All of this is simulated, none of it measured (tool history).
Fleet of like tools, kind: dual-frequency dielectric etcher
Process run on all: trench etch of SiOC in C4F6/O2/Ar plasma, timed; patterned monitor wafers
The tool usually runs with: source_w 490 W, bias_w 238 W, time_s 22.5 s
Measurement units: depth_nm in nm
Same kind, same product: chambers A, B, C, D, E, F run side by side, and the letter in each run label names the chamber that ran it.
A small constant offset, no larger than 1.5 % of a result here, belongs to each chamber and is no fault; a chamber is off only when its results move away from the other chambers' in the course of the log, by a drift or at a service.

| run | hour | source_w | bias_w | time_s | read-back reference wafer on the same gauge, depth_nm | depth_nm |
|---|---|---|---|---|---|---|
| 1D | 10.3 | 490 | 238 | 22.5 | 64.597 | 55.411 |
|  | 15.4 | chamber F: wet clean of the chamber |
| 2C | 23.2 | 490 | 238 | 22.5 | 64.632 | 55.234 |
| 3B | 33.9 | 490 | 238 | 22.5 | 64.622 | 55.747 |
| 4F | 45.0 | 490 | 238 | 22.5 | 64.624 | 56.161 |
| 5A | 58.0 | 490 | 238 | 17.0 | 64.623 | 42.064 |
| 6E | 67.4 | 490 | 238 | 17.0 | 64.645 | 42.143 |
| 7C | 81.6 | 490 | 238 | 17.0 | 64.649 | 41.691 |
| 8E | 94.8 | 490 | 238 | 17.0 | 64.668 | 42.249 |
|  | 98.8 | chamber E: wet clean of the chamber |
| 9F | 102.4 | 490 | 238 | 17.0 | 64.649 | 42.422 |
| 10A | 110.9 | 490 | 238 | 17.0 | 64.668 | 42.062 |
| 11B | 125.2 | 490 | 238 | 22.5 | 64.683 | 55.804 |
| 12D | 133.2 | 490 | 238 | 22.5 | 64.704 | 55.568 |
| 13B | 146.8 | 490 | 238 | 22.5 | 64.705 | 55.806 |
| 14E | 160.7 | 490 | 238 | 27.5 | 64.717 | 68.466 |
| 15A | 170.8 | 490 | 238 | 27.5 | 64.718 | 68.220 |
|  | 171.6 | chamber E: source power generator calibrated |
| 16D | 185.3 | 490 | 238 | 27.5 | 64.730 | 67.980 |
| 17F | 195.9 | 490 | 238 | 27.5 | 64.740 | 68.578 |
| 18C | 204.8 | 490 | 238 | 27.5 | 64.744 | 67.548 |
| 19B | 218.8 | 490 | 238 | 27.5 | 64.754 | 68.196 |
|  | 226.5 | chamber B: wet clean of the chamber |
| 20E | 233.1 | 490 | 238 | 22.5 | 64.782 | 55.867 |
| 21F | 246.3 | 490 | 238 | 22.5 | 64.786 | 56.234 |
| 22A | 254.6 | 490 | 238 | 22.5 | 64.790 | 55.837 |
| 23D | 264.8 | 490 | 238 | 22.5 | 64.789 | 55.562 |
| 24C | 273.0 | 490 | 238 | 22.5 | 64.796 | 55.287 |
| 25A | 282.8 | 490 | 238 | 22.5 | 64.800 | 55.781 |
|  | 288.7 | chamber B: source power generator calibrated |
| 26E | 294.8 | 490 | 238 | 22.5 | 64.803 | 55.894 |
| 27D | 307.5 | 490 | 238 | 22.5 | 64.811 | 55.598 |
| 28B | 316.4 | 490 | 238 | 22.5 | 64.812 | 55.866 |
| 29F | 326.7 | 490 | 238 | 22.5 | 64.831 | 56.303 |
|  | 335.3 | chamber D: wet clean of the chamber |
| 30C | 340.9 | 490 | 238 | 22.5 | 64.849 | 55.366 |
| 31C | 350.0 | 530 | 238 | 22.5 | 64.853 | 57.014 |
| 32B | 357.6 | 530 | 238 | 22.5 | 64.845 | 57.617 |
| 33A | 364.0 | 530 | 238 | 22.5 | 64.854 | 57.559 |
| 34F | 377.5 | 530 | 238 | 22.5 | 64.876 | 58.005 |
| 35E | 388.1 | 530 | 238 | 22.5 | 64.897 | 57.813 |
| 36D | 397.9 | 530 | 238 | 22.5 | 64.870 | 57.468 |
| 37D | 407.7 | 490 | 238 | 22.5 | 64.911 | 55.735 |
| 38F | 417.9 | 490 | 238 | 22.5 | 64.884 | 56.328 |
| 39C | 427.9 | 490 | 238 | 22.5 | 64.901 | 55.532 |

For the next run the whole fleet of 6 chambers uses the same settings. Give each chamber's results:
| 40A | 438.4 | 490 | 188 | 22.5 |  | ? |
| 40B | 438.4 | 490 | 188 | 22.5 |  | ? |
| 40C | 438.4 | 490 | 188 | 22.5 |  | ? |
| 40D | 438.4 | 490 | 188 | 22.5 |  | ? |
| 40E | 438.4 | 490 | 188 | 22.5 |  | ? |
| 40F | 438.4 | 490 | 188 | 22.5 |  | ? |

| run | depth_nm |
|---|---|
| 40A | 51.782 |
| 40B | 51.816 |
| 40C | 51.285 |
| 40D | 51.720 |
| 40E | 51.928 |
| 40F | 52.281 |
